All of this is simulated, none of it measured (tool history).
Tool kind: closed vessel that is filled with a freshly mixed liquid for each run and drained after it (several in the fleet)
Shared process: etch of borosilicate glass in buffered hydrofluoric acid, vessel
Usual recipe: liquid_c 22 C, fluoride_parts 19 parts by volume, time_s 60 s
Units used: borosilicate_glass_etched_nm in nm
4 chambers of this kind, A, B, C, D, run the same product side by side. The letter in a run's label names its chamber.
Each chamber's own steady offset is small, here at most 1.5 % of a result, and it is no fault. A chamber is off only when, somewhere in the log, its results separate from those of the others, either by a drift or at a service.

| run | day | liquid_c | fluoride_parts | time_s | read-back film thickness of the borosilicate glass reference wafer, read on the same gauge (nm) | borosilicate_glass_etched_nm |
|---|---|---|---|---|---|---|
| 1D | 0.467 | 22 | 19 | 60 | 109.99 | 35.625 |
| 2C | 0.908 | 22 | 19 | 60 | 109.97 | 35.841 |
| 3A | 1.446 | 22 | 19 | 60 | 110 | 36.018 |
| 4B | 1.829 | 22 | 19 | 60 | 110 | 35.737 |
| 5B | 2.192 | 22 | 19 | 60 | 109.98 | 36.238 |
| 6A | 2.75 | 22 | 19 | 60 | 110.03 | 36.162 |
| 7D | 3.167 | 22 | 19 | 60 | 110.05 | 35.874 |
| 8C | 3.496 | 22 | 19 | 60 | 110.03 | 35.827 |
| 9D | 3.912 | 22 | 19 | 60 | 110 | 35.867 |
| 10B | 4.292 | 22 | 19 | 60 | 110.06 | 35.854 |
| 11C | 4.775 | 22 | 15 | 60 | 110 | 45.5 |
| 12A | 5.208 | 22 | 15 | 60 | 109.96 | 45.53 |
| 13D | 5.546 | 22 | 15 | 60 | 110.02 | 45.505 |
| 14A | 6.071 | 22 | 15 | 60 | 110 | 45.669 |
| 15B | 6.371 | 22 | 19 | 60 | 109.99 | 36.009 |
|  | 6.471 | chamber D: hydrofluoric acid flow meter replaced |
| 16C | 6.771 | 22 | 19 | 60 | 110 | 35.916 |
| 17B | 7.15 | 22 | 19 | 60 | 110.01 | 35.867 |
| 18A | 7.546 | 22 | 19 | 60 | 109.97 | 36.347 |
| 19D | 7.933 | 22 | 19 | 90 | 110.06 | 53.552 |
| 20C | 8.308 | 22 | 19 | 90 | 109.99 | 53.537 |
| 21B | 8.642 | 22 | 19 | 90 | 109.99 | 53.898 |
| 22C | 9.125 | 22 | 19 | 90 | 109.99 | 53.624 |
| 23D | 9.717 | 22 | 19 | 60 | 110 | 35.329 |
| 24A | 10.117 | 22 | 19 | 60 | 110 | 36.214 |
| 25A | 10.554 | 22 | 19 | 60 | 109.97 | 36.544 |
| 26B | 10.946 | 22 | 19 | 60 | 109.99 | 36.072 |
| 27D | 11.338 | 22 | 19 | 60 | 109.98 | 35.834 |
|  | 11.65 | chamber B: thermometer replaced |
| 28C | 11.779 | 22 | 13.5 | 75 | 110.02 | 62.933 |
| 29C | 12.246 | 22 | 13.5 | 75 | 110 | 63.374 |
| 30A | 12.833 | 22 | 13.5 | 75 | 109.97 | 64.217 |
| 31D | 13.342 | 22 | 13.5 | 75 | 109.96 | 62.843 |
| 32B | 13.8 | 22 | 19 | 60 | 110.03 | 35.957 |
| 33D | 14.1 | 22 | 19 | 60 | 110 | 35.767 |
| 34A | 14.479 | 22 | 19 | 60 | 109.99 | 36.709 |
| 35C | 14.829 | 22 | 19 | 60 | 110 | 35.979 |
| 36B | 15.25 | 22 | 19 | 60 | 110.05 | 36.252 |
| 37B | 15.696 | 22 | 19 | 60 | 109.99 | 36.32 |

Predict what each chamber gives when all 4 of them run the settings below next.
| 38A | 16.121 | 22 | 19 | 60 |  | ? |
| 38B | 16.121 | 22 | 19 | 60 |  | ? |
| 38C | 16.121 | 22 | 19 | 60 |  | ? |
| 38D | 16.121 | 22 | 19 | 60 |  | ? |

| run | borosilicate_glass_etched_nm |
|---|---|
| 38A | 36.737 |
| 38B | 36.172 |
| 38C | 35.935 |
| 38D | 35.68 |

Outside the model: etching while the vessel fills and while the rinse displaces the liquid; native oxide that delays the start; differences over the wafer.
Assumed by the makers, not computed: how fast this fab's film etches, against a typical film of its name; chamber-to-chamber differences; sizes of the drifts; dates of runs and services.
